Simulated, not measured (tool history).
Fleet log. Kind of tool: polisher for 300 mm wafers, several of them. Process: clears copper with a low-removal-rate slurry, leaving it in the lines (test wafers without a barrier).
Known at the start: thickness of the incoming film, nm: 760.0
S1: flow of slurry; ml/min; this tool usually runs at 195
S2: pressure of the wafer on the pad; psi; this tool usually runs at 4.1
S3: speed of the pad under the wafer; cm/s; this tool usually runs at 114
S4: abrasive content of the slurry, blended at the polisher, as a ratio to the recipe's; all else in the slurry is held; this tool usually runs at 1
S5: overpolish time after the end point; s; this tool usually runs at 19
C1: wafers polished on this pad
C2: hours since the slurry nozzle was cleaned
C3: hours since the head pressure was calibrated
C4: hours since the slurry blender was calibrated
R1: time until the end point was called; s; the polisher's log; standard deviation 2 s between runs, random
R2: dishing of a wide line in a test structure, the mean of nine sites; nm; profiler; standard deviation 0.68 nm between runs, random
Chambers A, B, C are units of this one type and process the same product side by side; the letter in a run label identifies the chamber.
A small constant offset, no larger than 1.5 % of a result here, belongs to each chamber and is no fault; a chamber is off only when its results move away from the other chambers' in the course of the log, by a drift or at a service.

run	hour	S1	S2	S3	S4	S5	C1	C2	C3	C4	R1	R2
1B	6.5	195	4.1	114	1	19	627	309.2	105.1	330.9	148.81	31.531
2A	11	195	4.1	114	1	19	680	16.3	390	16.7	149.63	29.125
3C	15	195	4.1	114	1	19	553	155.7	440.1	94.3	144.36	30.497
4C	20.9	195	4.1	114	1	19	593	161.6	446	100.2	149.65	30.623
# hour 23.4: chamber B: worn pad replaced by a new one
5A	26.7	195	4.1	114	1	19	787	32	405.7	32.4	151.07	31.767
# hour 27.6: chamber A: worn pad replaced by a new one
6B	34.8	195	4.1	114	1	19	77	337.5	133.4	359.2	148.1	30.629
# hour 35.8: chamber C: slurry blender recalibrated
7B	38.7	195	4.1	114	1	19	104	341.4	137.3	363.1	149.36	28.859
8C	42.8	195	4.1	114	1	19	742	183.5	467.9	7.1	146.99	30.843
9A	49.8	195	4.1	114	1	19	150	55.1	428.8	55.5	149.4	31.755
10B	55.7	195	4.1	114	1	19	219	358.4	154.3	380.1	144.93	30.982
# hour 57.2: chamber B: slurry blender recalibrated
11C	61.7	195	5.3	114	1	19	870	202.4	486.8	26	115.56	32.263
12A	70.2	195	5.3	114	1	19	289	75.5	449.2	75.9	115.37	33.044
13C	76.8	195	5.3	114	1	19	972	217.5	501.9	41.1	117	31.36
14B	85.6	195	4.1	114	1	19	422	388.3	184.2	28.4	148.39	32.687
# hour 85.7: chamber C: worn pad replaced by a new one
15A	93.6	195	4.1	114	1	19	447	98.9	472.6	99.3	150.72	30.691
16B	99.9	195	4.1	114	1	19	519	402.6	198.5	42.7	148.35	31.511
17A	105.6	195	4.1	114	0.75	19	529	110.9	484.6	111.3	158.25	30.05
18C	112.3	195	4.1	114	0.75	19	180	253	537.4	76.6	154.12	29.156
19C	120.2	195	4.1	114	0.75	19	234	260.9	545.3	84.5	157.93	30.998
20B	126	195	4.1	114	1	19	696	428.7	224.6	68.8	144.56	31.914
21A	131.9	195	4.1	114	0.8	22	707	137.2	510.9	137.6	159.61	31.465

Next, all 3 chambers run the settings below, one line each with question marks for the results. What does each chamber give?
22A	138.3	195	4.1	100	1	19					?	?
22B	138.3	195	4.1	100	1	19					?	?
22C	138.3	195	4.1	100	1	19					?	?

run	R1	R2
22A	170.68	29.467
22B	171.42	30.686
22C	172.8	28.826
